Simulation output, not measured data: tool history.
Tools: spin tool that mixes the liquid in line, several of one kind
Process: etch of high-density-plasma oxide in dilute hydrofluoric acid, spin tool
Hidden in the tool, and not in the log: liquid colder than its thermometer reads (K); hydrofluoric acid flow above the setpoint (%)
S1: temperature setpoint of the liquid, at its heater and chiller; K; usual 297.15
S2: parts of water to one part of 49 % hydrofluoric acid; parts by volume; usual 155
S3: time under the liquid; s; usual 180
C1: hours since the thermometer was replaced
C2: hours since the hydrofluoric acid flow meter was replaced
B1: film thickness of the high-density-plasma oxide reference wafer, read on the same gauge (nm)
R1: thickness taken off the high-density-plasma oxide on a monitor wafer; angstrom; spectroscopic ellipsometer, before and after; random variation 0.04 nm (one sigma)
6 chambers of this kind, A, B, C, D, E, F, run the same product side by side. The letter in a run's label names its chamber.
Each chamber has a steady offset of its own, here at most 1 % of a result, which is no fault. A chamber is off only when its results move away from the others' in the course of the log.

run   hour      S1   S2   S3      C1      C2      B1      R1
 1E    6.1  297.15  155  180  1172.6  1791.3  150.01  56.266
 2A   14.8  297.15  155  180   142.6   406.5  150.00  56.491
 3C   26.0  297.15  155  180    32.9   561.5  150.00  56.491
 4B   37.0  297.15  155  180  1356.4    93.2  149.93  57.430
 5D   49.3  297.15  115  180   371.7   906.7  150.01  79.548
 6F   59.4  297.15  115  180  1607.4   391.7  149.98  79.064
 7C   67.1  297.15  115  180    74.0   602.6  150.02  79.878
 8E   77.6  297.15  115  180  1244.1  1862.8  150.01  79.860
 9D   86.2  297.15  115  180   408.6   943.6  149.97  79.916
10F   92.9  297.15  115  180  1640.9   425.2  150.00  78.347
11B  102.4  297.15  155  180  1421.8   158.6  150.00  56.505
12A  114.0  297.15  155  180   241.8   505.7  150.04  56.156
13A  120.9  297.15  155  180   248.7   512.6  150.03  56.421
14D  133.7  297.15  155  180   456.1   991.1  149.98  56.492
15F  145.5  297.15  155  180  1693.5   477.8  149.99  56.032
16E  156.2  297.15  155  180  1322.7  1941.4  150.00  56.197
17B  163.9  297.15  155  180  1483.3   220.1  150.01  56.537
18C  169.9  297.15  155  180   176.8   705.4  149.96  56.217
19E  179.7  297.15  155  180  1346.2  1964.9  150.01  56.347
20C  191.7  297.15  155  180   198.6   727.2  150.01  56.266
21B  198.7  297.15  155  180  1518.1   254.9  150.00  57.399
22D  206.4  297.15  155  180   528.8  1063.8  150.01  56.561
     208.7  -- chamber F: hydrofluoric acid flow meter replaced
23F  213.0  297.15  155  180  1761.0     4.3  149.95  56.342
24A  220.1  297.15  155  180   347.9   611.8  149.98  55.467
     229.0  -- chamber E: hydrofluoric acid flow meter replaced
25E  231.6  297.15  155  285  1398.1     2.7  149.97  89.343
26A  237.5  297.15  155  285   365.3   629.2  150.08  88.024
27F  250.0  297.15  155  285  1798.0    41.3  150.02  88.997
28C  261.7  297.15  155  285   268.6   797.2  149.96  89.303
29B  270.3  297.15  155  285  1589.7   326.5  149.98  90.936
30D  277.1  297.15  155  285   599.5  1134.5  150.02  89.248
     284.0  -- chamber B: thermometer replaced
31B  288.2  297.15  155  180     4.3   344.4  149.98  57.242
32D  300.8  297.15  155  180   623.2  1158.2  149.98  56.817
33E  307.4  297.15  155  180  1473.9    78.5  149.98  55.340
34F  314.7  297.15  155  180  1862.7   106.0  150.01  57.057
35C  324.7  297.15  155  180   331.6   860.2  150.04  56.590
36A  333.8  297.15  155  180   461.6   725.5  150.01  54.745
37C  344.4  297.15  155  180   351.3   879.9  150.02  55.992
38A  356.4  297.15  155  180   484.2   748.1  150.00  54.761
     359.8  -- chamber E: thermometer replaced
39E  363.2  297.15  155  180     3.5   134.3  149.96  57.090
40B  375.0  297.15  155  180    91.1   431.2  149.95  57.361
41D  383.1  297.15  155  180   705.5  1240.5  149.99  56.872
42F  391.8  297.15  155  180  1939.8   183.1  149.96  55.641
43A  399.1  297.15  155  180   526.9   790.8  150.03  54.329
44C  409.8  293.15  155  180   416.7   945.3  150.02  47.915

Next, every chamber runs the same settings. What will each give?
45A  418.9  297.15  155  265               ?
45B  418.9  297.15  155  265               ?
45C  418.9  297.15  155  265               ?
45D  418.9  297.15  155  265               ?
45E  418.9  297.15  155  265               ?
45F  418.9  297.15  155  265               ?

run      R1
45A  79.586
45B  84.628
45C  83.848
45D  82.907
45E  83.341
45F  82.645
